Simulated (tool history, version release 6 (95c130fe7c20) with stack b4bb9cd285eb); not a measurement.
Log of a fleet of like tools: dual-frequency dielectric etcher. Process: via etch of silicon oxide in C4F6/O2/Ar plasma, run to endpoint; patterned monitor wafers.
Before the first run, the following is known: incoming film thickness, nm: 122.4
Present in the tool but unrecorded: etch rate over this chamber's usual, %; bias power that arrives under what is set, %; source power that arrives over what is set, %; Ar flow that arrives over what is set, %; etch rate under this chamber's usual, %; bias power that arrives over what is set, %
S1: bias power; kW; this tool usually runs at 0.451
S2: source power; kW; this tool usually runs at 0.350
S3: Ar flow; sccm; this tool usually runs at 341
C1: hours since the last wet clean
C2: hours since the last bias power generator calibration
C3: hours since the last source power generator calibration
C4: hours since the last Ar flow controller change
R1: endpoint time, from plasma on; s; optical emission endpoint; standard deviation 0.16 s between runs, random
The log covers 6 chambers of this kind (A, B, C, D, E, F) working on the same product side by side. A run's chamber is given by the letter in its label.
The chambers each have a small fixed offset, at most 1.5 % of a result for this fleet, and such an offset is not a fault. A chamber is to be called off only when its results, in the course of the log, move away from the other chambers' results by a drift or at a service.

{"run": "1A", "hour": 6.3, "S1": 0.451, "S2": 0.35, "S3": 341, "C1": 438.8, "C2": 971.2, "C3": 1997.1, "C4": 166.7, "R1": 29.506}
{"hour": 10.4, "done": "chamber E: wet clean of the chamber"}
{"run": "2D", "hour": 11.6, "S1": 0.451, "S2": 0.35, "S3": 341, "C1": 103.8, "C2": 1792.7, "C3": 95.5, "C4": 2940.7, "R1": 30.108}
{"run": "3C", "hour": 17.1, "S1": 0.451, "S2": 0.35, "S3": 341, "C1": 211.7, "C2": 2330.8, "C3": 1206.3, "C4": 1105.2, "R1": 29.857}
{"run": "4B", "hour": 21.6, "S1": 0.451, "S2": 0.35, "S3": 341, "C1": 108.9, "C2": 372.2, "C3": 990.1, "C4": 184.5, "R1": 29.967}
{"run": "5E", "hour": 25.7, "S1": 0.451, "S2": 0.35, "S3": 341, "C1": 15.3, "C2": 248.0, "C3": 1517.5, "C4": 1041.1, "R1": 30.159}
{"run": "6F", "hour": 32.5, "S1": 0.451, "S2": 0.35, "S3": 341, "C1": 152.0, "C2": 943.6, "C3": 286.3, "C4": 1583.6, "R1": 29.653}
{"run": "7A", "hour": 39.2, "S1": 0.451, "S2": 0.35, "S3": 341, "C1": 471.7, "C2": 1004.1, "C3": 2030.0, "C4": 199.6, "R1": 29.417}
{"run": "8C", "hour": 45.5, "S1": 0.451, "S2": 0.35, "S3": 341, "C1": 240.1, "C2": 2359.2, "C3": 1234.7, "C4": 1133.6, "R1": 29.7}
{"run": "9E", "hour": 53.1, "S1": 0.451, "S2": 0.35, "S3": 341, "C1": 42.7, "C2": 275.4, "C3": 1544.9, "C4": 1068.5, "R1": 30.016}
{"run": "10F", "hour": 58.6, "S1": 0.451, "S2": 0.35, "S3": 341, "C1": 178.1, "C2": 969.7, "C3": 312.4, "C4": 1609.7, "R1": 29.963}
{"hour": 64.2, "done": "chamber A: wet clean of the chamber"}
{"run": "11B", "hour": 65.7, "S1": 0.451, "S2": 0.35, "S3": 341, "C1": 153.0, "C2": 416.3, "C3": 1034.2, "C4": 228.6, "R1": 29.964}
{"run": "12D", "hour": 72.7, "S1": 0.451, "S2": 0.32, "S3": 301, "C1": 164.9, "C2": 1853.8, "C3": 156.6, "C4": 3001.8, "R1": 30.754}
{"run": "13E", "hour": 79.1, "S1": 0.451, "S2": 0.32, "S3": 301, "C1": 68.7, "C2": 301.4, "C3": 1570.9, "C4": 1094.5, "R1": 30.656}
{"run": "14A", "hour": 85.6, "S1": 0.451, "S2": 0.32, "S3": 301, "C1": 21.5, "C2": 1050.5, "C3": 2076.4, "C4": 246.0, "R1": 30.049}
{"run": "15F", "hour": 89.5, "S1": 0.451, "S2": 0.32, "S3": 301, "C1": 209.0, "C2": 1000.6, "C3": 343.3, "C4": 1640.6, "R1": 30.354}
{"run": "16B", "hour": 93.3, "S1": 0.451, "S2": 0.32, "S3": 301, "C1": 180.6, "C2": 443.9, "C3": 1061.8, "C4": 256.2, "R1": 30.442}
{"run": "17D", "hour": 99.6, "S1": 0.451, "S2": 0.32, "S3": 301, "C1": 191.8, "C2": 1880.7, "C3": 183.5, "C4": 3028.7, "R1": 30.957}
{"run": "18C", "hour": 106.6, "S1": 0.451, "S2": 0.35, "S3": 341, "C1": 301.2, "C2": 2420.3, "C3": 1295.8, "C4": 1194.7, "R1": 30.103}
{"run": "19F", "hour": 110.0, "S1": 0.451, "S2": 0.35, "S3": 341, "C1": 229.5, "C2": 1021.1, "C3": 363.8, "C4": 1661.1, "R1": 29.941}
{"run": "20B", "hour": 113.6, "S1": 0.451, "S2": 0.35, "S3": 341, "C1": 200.9, "C2": 464.2, "C3": 1082.1, "C4": 276.5, "R1": 29.927}
{"run": "21C", "hour": 119.8, "S1": 0.451, "S2": 0.35, "S3": 341, "C1": 314.4, "C2": 2433.5, "C3": 1309.0, "C4": 1207.9, "R1": 30.1}
{"run": "22D", "hour": 124.7, "S1": 0.35, "S2": 0.28, "S3": 341, "C1": 216.9, "C2": 1905.8, "C3": 208.6, "C4": 3053.8, "R1": 35.978}
{"run": "23E", "hour": 130.2, "S1": 0.35, "S2": 0.28, "S3": 341, "C1": 119.8, "C2": 352.5, "C3": 1622.0, "C4": 1145.6, "R1": 35.854}
{"run": "24A", "hour": 134.5, "S1": 0.35, "S2": 0.28, "S3": 341, "C1": 70.4, "C2": 1099.4, "C3": 2125.3, "C4": 294.9, "R1": 34.975}
{"run": "25F", "hour": 140.4, "S1": 0.35, "S2": 0.28, "S3": 341, "C1": 259.9, "C2": 1051.5, "C3": 394.2, "C4": 1691.5, "R1": 35.373}
{"run": "26E", "hour": 144.9, "S1": 0.35, "S2": 0.28, "S3": 341, "C1": 134.5, "C2": 367.2, "C3": 1636.7, "C4": 1160.3, "R1": 36.005}
{"run": "27B", "hour": 148.7, "S1": 0.35, "S2": 0.28, "S3": 341, "C1": 236.0, "C2": 499.3, "C3": 1117.2, "C4": 311.6, "R1": 36.442}
{"run": "28D", "hour": 152.9, "S1": 0.451, "S2": 0.35, "S3": 341, "C1": 245.1, "C2": 1934.0, "C3": 236.8, "C4": 3082.0, "R1": 30.139}
{"run": "29A", "hour": 157.8, "S1": 0.451, "S2": 0.35, "S3": 341, "C1": 93.7, "C2": 1122.7, "C3": 2148.6, "C4": 318.2, "R1": 29.594}
{"run": "30C", "hour": 165.1, "S1": 0.451, "S2": 0.35, "S3": 398, "C1": 359.7, "C2": 2478.8, "C3": 1354.3, "C4": 1253.2, "R1": 30.641}
{"run": "31A", "hour": 168.6, "S1": 0.451, "S2": 0.35, "S3": 398, "C1": 104.5, "C2": 1133.5, "C3": 2159.4, "C4": 329.0, "R1": 30.042}
{"run": "32F", "hour": 175.8, "S1": 0.451, "S2": 0.35, "S3": 398, "C1": 295.3, "C2": 1086.9, "C3": 429.6, "C4": 1726.9, "R1": 30.266}
{"run": "33C", "hour": 182.6, "S1": 0.451, "S2": 0.35, "S3": 398, "C1": 377.2, "C2": 2496.3, "C3": 1371.8, "C4": 1270.7, "R1": 30.252}
{"run": "34D", "hour": 189.7, "S1": 0.451, "S2": 0.35, "S3": 398, "C1": 281.9, "C2": 1970.8, "C3": 273.6, "C4": 3118.8, "R1": 31.011}
{"run": "35E", "hour": 196.9, "S1": 0.451, "S2": 0.35, "S3": 398, "C1": 186.5, "C2": 419.2, "C3": 1688.7, "C4": 1212.3, "R1": 30.506}
{"run": "36B", "hour": 202.3, "S1": 0.451, "S2": 0.35, "S3": 341, "C1": 289.6, "C2": 552.9, "C3": 1170.8, "C4": 365.2, "R1": 31.036}
{"run": "37B", "hour": 209.9, "S1": 0.41, "S2": 0.28, "S3": 341, "C1": 297.2, "C2": 560.5, "C3": 1178.4, "C4": 372.8, "R1": 35.43}
{"run": "38D", "hour": 214.7, "S1": 0.41, "S2": 0.28, "S3": 341, "C1": 306.9, "C2": 1995.8, "C3": 298.6, "C4": 3143.8, "R1": 33.912}

Is one chamber off against the others, does the gauge drift, or is nothing wrong? If a chamber is off, say which, and what the likeliest cause is.

It is chamber B that slowly wanders off from its peers.
Cause: etch rate under this chamber's usual, % = 4.72.

Which of the 4 candidates below, each the usual settings with something changed and its results left as question marks, puts chamber B back in line with what the other chambers give on the usual settings?
A result is in line if it is within this distance of the other chambers' mean on the usual settings: R1 0.570 s
{"run": "39B-1", "hour": 220.3, "S1": 0.444, "S2": 0.34, "S3": 342, "R1": "?"}
{"run": "39B-2", "hour": 220.3, "S1": 0.458, "S2": 0.36, "S3": 340, "R1": "?"}
{"run": "39B-3", "hour": 220.3, "S1": 0.424, "S2": 0.33, "S3": 341, "R1": "?"}
{"run": "39B-4", "hour": 220.3, "S1": 0.477, "S2": 0.37, "S3": 335, "R1": "?"}

What the other chambers average on the usual settings: R1 29.901 s
run=39B-1 R1=31.872
run=39B-2 R1=30.835
run=39B-3 R1=32.763
run=39B-4 R1=30.022
With 39B-4, the chamber falls back in line with the rest.
